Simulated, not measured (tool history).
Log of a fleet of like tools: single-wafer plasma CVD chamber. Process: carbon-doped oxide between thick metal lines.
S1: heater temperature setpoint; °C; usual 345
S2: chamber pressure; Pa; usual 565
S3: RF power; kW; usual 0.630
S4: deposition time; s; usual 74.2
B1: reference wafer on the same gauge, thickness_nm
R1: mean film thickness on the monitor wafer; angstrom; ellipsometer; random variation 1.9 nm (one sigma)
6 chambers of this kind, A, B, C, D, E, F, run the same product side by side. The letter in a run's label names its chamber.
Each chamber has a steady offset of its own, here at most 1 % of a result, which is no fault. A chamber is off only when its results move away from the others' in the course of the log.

run   hour   S1   S2     S3    S4      B1      R1
 1E    6.2  345  565  0.630  74.2  389.89  4238.7
 2D   11.8  345  565  0.630  74.2  390.18  4247.8
 3A   20.7  345  565  0.630  74.2  389.82  4258.2
 4B   25.7  345  565  0.630  74.2  390.09  4234.7
 5C   32.9  345  565  0.630  74.2  390.16  4268.0
 6F   37.4  345  565  0.630  74.2  390.20  4305.7
 7A   42.3  345  565  0.630  74.2  389.92  4259.2
 8E   49.4  345  565  0.630  74.2  389.76  4220.7
 9B   58.4  345  565  0.630  74.2  390.21  4285.1
10D   65.3  345  565  0.630  74.2  390.22  4291.1
11F   73.1  345  565  0.630  74.2  390.43  4306.7
12C   80.6  345  565  0.630  74.2  389.85  4253.0
13C   87.0  345  565  0.630  80.4  389.82  4619.2
14E   93.0  345  565  0.630  80.4  389.90  4564.1
15D  101.7  345  565  0.630  80.4  390.02  4591.0
16F  105.9  345  565  0.630  80.4  389.71  4674.2
17A  114.5  345  565  0.630  80.4  389.96  4629.9
18B  123.8  345  565  0.630  80.4  390.71  4656.2
19A  133.0  345  565  0.630  74.2  390.01  4283.5
20F  140.6  345  565  0.630  74.2  389.84  4285.7
21D  146.9  345  565  0.630  74.2  390.19  4286.6
22C  151.2  345  565  0.630  74.2  390.37  4251.4
23B  160.2  345  495  0.750  74.2  390.07  4671.5
24E  169.8  345  495  0.750  74.2  389.71  4605.5
25E  174.3  345  495  0.750  74.2  389.87  4596.8
26B  183.7  345  495  0.750  74.2  389.86  4643.7
27F  188.7  345  495  0.750  74.2  390.23  4655.2
28D  192.9  345  495  0.750  74.2  389.62  4692.2
29C  199.0  345  565  0.630  74.2  389.83  4292.8
30A  205.2  345  565  0.630  74.2  389.76  4233.1
31F  211.5  334  565  0.630  74.2  390.00  4424.5
32E  219.6  334  565  0.630  74.2  390.11  4399.2
33A  228.1  334  565  0.630  74.2  390.45  4392.3
34D  232.6  334  565  0.630  74.2  389.79  4393.9
35B  237.1  334  565  0.630  74.2  390.12  4423.8
36C  242.3  334  565  0.630  74.2  390.28  4377.6
37F  248.5  345  565  0.630  74.2  389.93  4314.3
38B  258.2  345  625  0.630  74.2  389.90  4319.8
39D  267.3  345  625  0.630  74.2  390.00  4314.5

Next, every chamber runs the same settings. What will each give?
40A  274.2  345  565  0.630  74.2       ?
40B  274.2  345  565  0.630  74.2       ?
40C  274.2  345  565  0.630  74.2       ?
40D  274.2  345  565  0.630  74.2       ?
40E  274.2  345  565  0.630  74.2       ?
40F  274.2  345  565  0.630  74.2       ?

run      R1
40A  4250.4
40B  4278.5
40C  4234.7
40D  4277.5
40E  4241.1
40F  4308.8
